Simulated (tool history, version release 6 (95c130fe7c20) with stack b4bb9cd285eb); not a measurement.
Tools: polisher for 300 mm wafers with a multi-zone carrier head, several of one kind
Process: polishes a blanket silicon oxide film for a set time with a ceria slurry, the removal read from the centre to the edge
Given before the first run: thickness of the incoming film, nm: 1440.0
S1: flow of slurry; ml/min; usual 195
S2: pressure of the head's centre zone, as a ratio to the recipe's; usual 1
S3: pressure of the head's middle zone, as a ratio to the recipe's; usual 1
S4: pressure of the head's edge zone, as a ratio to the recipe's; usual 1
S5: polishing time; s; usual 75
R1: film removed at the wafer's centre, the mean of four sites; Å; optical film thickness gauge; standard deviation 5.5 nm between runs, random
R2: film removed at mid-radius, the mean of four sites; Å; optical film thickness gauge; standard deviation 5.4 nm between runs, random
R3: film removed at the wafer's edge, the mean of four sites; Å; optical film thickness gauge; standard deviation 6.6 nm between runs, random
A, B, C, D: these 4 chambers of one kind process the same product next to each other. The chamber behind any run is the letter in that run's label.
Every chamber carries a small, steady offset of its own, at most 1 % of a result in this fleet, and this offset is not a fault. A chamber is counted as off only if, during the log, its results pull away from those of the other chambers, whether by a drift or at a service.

| run | hour | S1 | S2 | S3 | S4 | S5 | R1 | R2 | R3 |
|---|---|---|---|---|---|---|---|---|---|
|  | 6.9 | chamber A: worn pad replaced by a new one |
| 1C | 9.8 | 195 | 1 | 1 | 1 | 75 | 4519.9 | 4386.4 | 4467.5 |
| 2D | 16.9 | 195 | 1 | 1 | 1 | 75 | 4438.2 | 4440.7 | 4428.4 |
|  | 21.7 | chamber B: worn pad replaced by a new one |
| 3B | 25.2 | 195 | 1 | 1 | 1 | 75 | 4522.4 | 4382.2 | 4438.4 |
| 4A | 35.6 | 195 | 1 | 1 | 1 | 75 | 4418.6 | 4472.6 | 4418.8 |
|  | 38 | chamber D: worn pad replaced by a new one |
| 5C | 43.8 | 195 | 1 | 1 | 1 | 75 | 4569.7 | 4448.2 | 4474.6 |
| 6D | 52.6 | 135 | 1.08 | 1 | 1 | 75 | 4498.8 | 4271.2 | 4185.2 |
| 7B | 60 | 135 | 1.08 | 1 | 1 | 75 | 4462.5 | 4116.6 | 4333.9 |
| 8A | 69.8 | 135 | 1.08 | 1 | 1 | 75 | 4508.1 | 4143.9 | 4276.7 |
| 9C | 77.3 | 135 | 1.08 | 1 | 1 | 75 | 4440.4 | 4108.9 | 4216.4 |
| 10A | 83.9 | 195 | 1 | 1 | 1 | 75 | 4448.8 | 4453.4 | 4480.8 |
| 11B | 93.4 | 195 | 1 | 1 | 1 | 75 | 4479.6 | 4374.1 | 4379.3 |
| 12D | 101.4 | 195 | 1 | 1 | 1 | 75 | 4408.8 | 4414.2 | 4342.7 |
|  | 104.8 | chamber B: worn pad replaced by a new one |
| 13A | 106.2 | 195 | 1.07 | 1 | 1 | 51 | 3171.7 | 3033 | 3018.4 |
|  | 107.6 | chamber A: worn pad replaced by a new one |
| 14B | 116.1 | 195 | 1.07 | 1 | 1 | 51 | 3226.6 | 3002.8 | 3093 |
|  | 121.6 | chamber D: worn pad replaced by a new one |
| 15C | 126.6 | 195 | 1.07 | 1 | 1 | 51 | 3176.3 | 2928.2 | 3011.7 |
| 16D | 134.8 | 195 | 1.07 | 1 | 1 | 51 | 3228.6 | 3035.9 | 2975.1 |
| 17A | 140.9 | 195 | 1 | 1 | 1 | 75 | 4447.4 | 4442.1 | 4484.4 |
| 18B | 151.2 | 195 | 1 | 1 | 1 | 75 | 4442.3 | 4423.4 | 4479.1 |
| 19D | 160.8 | 195 | 1 | 1 | 1 | 75 | 4411.9 | 4363.5 | 4549.9 |
| 20C | 167.6 | 250 | 1 | 1 | 0.92 | 75 | 4225.6 | 4399.1 | 4064 |
| 21D | 176.2 | 250 | 1 | 1 | 0.92 | 75 | 4574.2 | 4600.1 | 4336.1 |
|  | 183.3 | chamber D: edge zone pressure recalibrated |
| 22B | 186.6 | 250 | 1 | 1 | 0.92 | 75 | 4513.2 | 4729.3 | 4346.6 |
|  | 189.5 | chamber A: worn pad replaced by a new one |
| 23A | 194.7 | 250 | 1 | 1 | 0.92 | 75 | 4678.2 | 4638.7 | 4264.3 |
| 24C | 200.3 | 195 | 1 | 1 | 1 | 75 | 4043.7 | 4095 | 4016.3 |
| 25A | 208.2 | 195 | 1 | 1 | 1 | 75 | 4472.3 | 4355.2 | 4397.5 |
|  | 208.6 | chamber D: worn pad replaced by a new one |
| 26C | 213.3 | 195 | 1 | 1 | 1 | 75 | 4100 | 4137.1 | 4156.1 |
| 27D | 219.9 | 195 | 1 | 1 | 1 | 75 | 4407.6 | 4439.2 | 4420.4 |

For the next run the whole fleet of 4 chambers uses the same settings. Give each chamber's results:
| 28A | 227.6 | 195 | 1 | 1 | 1 | 75 | ? | ? | ? |
| 28B | 227.6 | 195 | 1 | 1 | 1 | 75 | ? | ? | ? |
| 28C | 227.6 | 195 | 1 | 1 | 1 | 75 | ? | ? | ? |
| 28D | 227.6 | 195 | 1 | 1 | 1 | 75 | ? | ? | ? |

| run | R1 | R2 | R3 |
|---|---|---|---|
| 28A | 4410.6 | 4368.5 | 4331.5 |
| 28B | 4410.8 | 4453.1 | 4527.8 |
| 28C | 4098.2 | 4150 | 3916.7 |
| 28D | 4547.3 | 4444.9 | 4374.2 |
